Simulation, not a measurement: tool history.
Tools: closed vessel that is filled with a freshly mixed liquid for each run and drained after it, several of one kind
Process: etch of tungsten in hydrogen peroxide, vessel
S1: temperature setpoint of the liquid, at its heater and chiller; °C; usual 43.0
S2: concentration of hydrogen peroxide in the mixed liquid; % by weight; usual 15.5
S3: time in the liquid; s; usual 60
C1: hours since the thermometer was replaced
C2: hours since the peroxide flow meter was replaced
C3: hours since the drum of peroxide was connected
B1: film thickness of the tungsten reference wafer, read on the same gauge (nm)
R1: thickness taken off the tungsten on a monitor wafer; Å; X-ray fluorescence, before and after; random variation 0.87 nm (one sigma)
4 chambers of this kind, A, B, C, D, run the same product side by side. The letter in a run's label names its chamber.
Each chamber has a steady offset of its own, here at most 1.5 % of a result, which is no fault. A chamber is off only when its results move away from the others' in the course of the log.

run,hour,S1,S2,S3,C1,C2,C3,B1,R1
# hour 2.0: chamber D: new drum of peroxide connected
1B,9.3,43.0,15.5,60,137.8,1499.3,737.4,109.97,967.56
2C,20.9,43.0,15.5,60,1421.3,495.0,689.0,109.97,941.48
3D,30.7,43.0,15.5,60,100.4,198.5,28.8,110.01,957.26
4A,42.9,43.0,15.5,60,433.6,772.9,181.1,110.01,938.50
5A,55.0,43.0,15.5,60,445.7,785.0,193.2,110.00,945.33
6B,62.0,43.0,15.5,60,190.5,1552.0,790.1,109.98,968.97
7D,73.8,43.0,15.5,60,143.5,241.6,71.9,110.00,965.09
# hour 76.1: chamber B: new drum of peroxide connected
8C,85.0,43.0,15.5,60,1485.4,559.1,753.1,109.99,951.91
9A,96.3,43.0,15.5,60,487.0,826.3,234.5,109.98,944.82
# hour 102.0: chamber B: peroxide flow meter replaced
10B,109.7,43.0,15.5,60,238.2,7.8,33.6,110.01,946.83
11C,120.5,43.0,15.5,60,1520.9,594.6,788.6,109.98,950.25
12D,127.2,43.0,15.5,60,196.9,295.0,125.3,110.02,955.36
13A,140.1,43.0,15.5,60,530.8,870.1,278.3,110.01,930.10
14C,147.7,43.0,15.5,60,1548.1,621.8,815.8,110.00,935.05
15B,160.7,43.0,15.5,60,289.2,58.8,84.6,109.98,972.46
16D,172.9,34.5,15.5,40,242.6,340.7,171.0,110.01,371.66
17B,184.7,34.5,15.5,40,313.2,82.8,108.6,110.01,370.95
18C,196.7,34.5,15.5,40,1597.1,670.8,864.8,109.99,358.20
19D,205.9,34.5,15.5,40,275.6,373.7,204.0,109.98,368.86
20A,218.9,43.0,15.5,75,609.6,948.9,357.1,110.03,1109.40
21B,225.0,43.0,15.5,75,353.5,123.1,148.9,109.98,1189.70
22D,234.2,43.0,15.5,75,303.9,402.0,232.3,109.98,1208.40
23C,243.9,43.0,15.5,75,1644.3,718.0,912.0,109.99,1178.60
24A,254.5,43.0,15.5,60,645.2,984.5,392.7,110.00,867.46
25C,266.7,43.0,15.5,60,1667.1,740.8,934.8,110.01,926.53
26D,274.3,43.0,15.5,60,344.0,442.1,272.4,109.98,959.26
27B,280.7,43.0,15.5,60,409.2,178.8,204.6,110.01,967.98
28A,288.3,43.0,15.5,60,679.0,1018.3,426.5,109.98,860.21

What goes on in this fleet: one chamber off, a drifting gauge, or nothing beyond the chambers' own small offsets? Name the chamber and the cause, if any.

Chamber A drifts away from the others.
Cause: liquid colder than its thermometer reads (K) = 1.75.

Here are 4 candidates for chamber A's next run, each the usual settings with a change, their results left as question marks. Which one brings its results back in line with what the others give on the usual settings?
In line means no further than this from the other chambers' mean on the usual settings: R1 31.00 Å
29A-1,298.3,43.0,17.0,60,,,,,?
29A-2,298.3,43.0,19.0,60,,,,,?
29A-3,298.3,43.0,14.0,60,,,,,?
29A-4,298.3,41.5,15.5,60,,,,,?

The other chambers' mean on the usual settings: R1 955.15 Å
run,R1
29A-1,900.25
29A-2,952.28
29A-3,815.96
29A-4,778.45
29A-2 brings the chamber back in line.
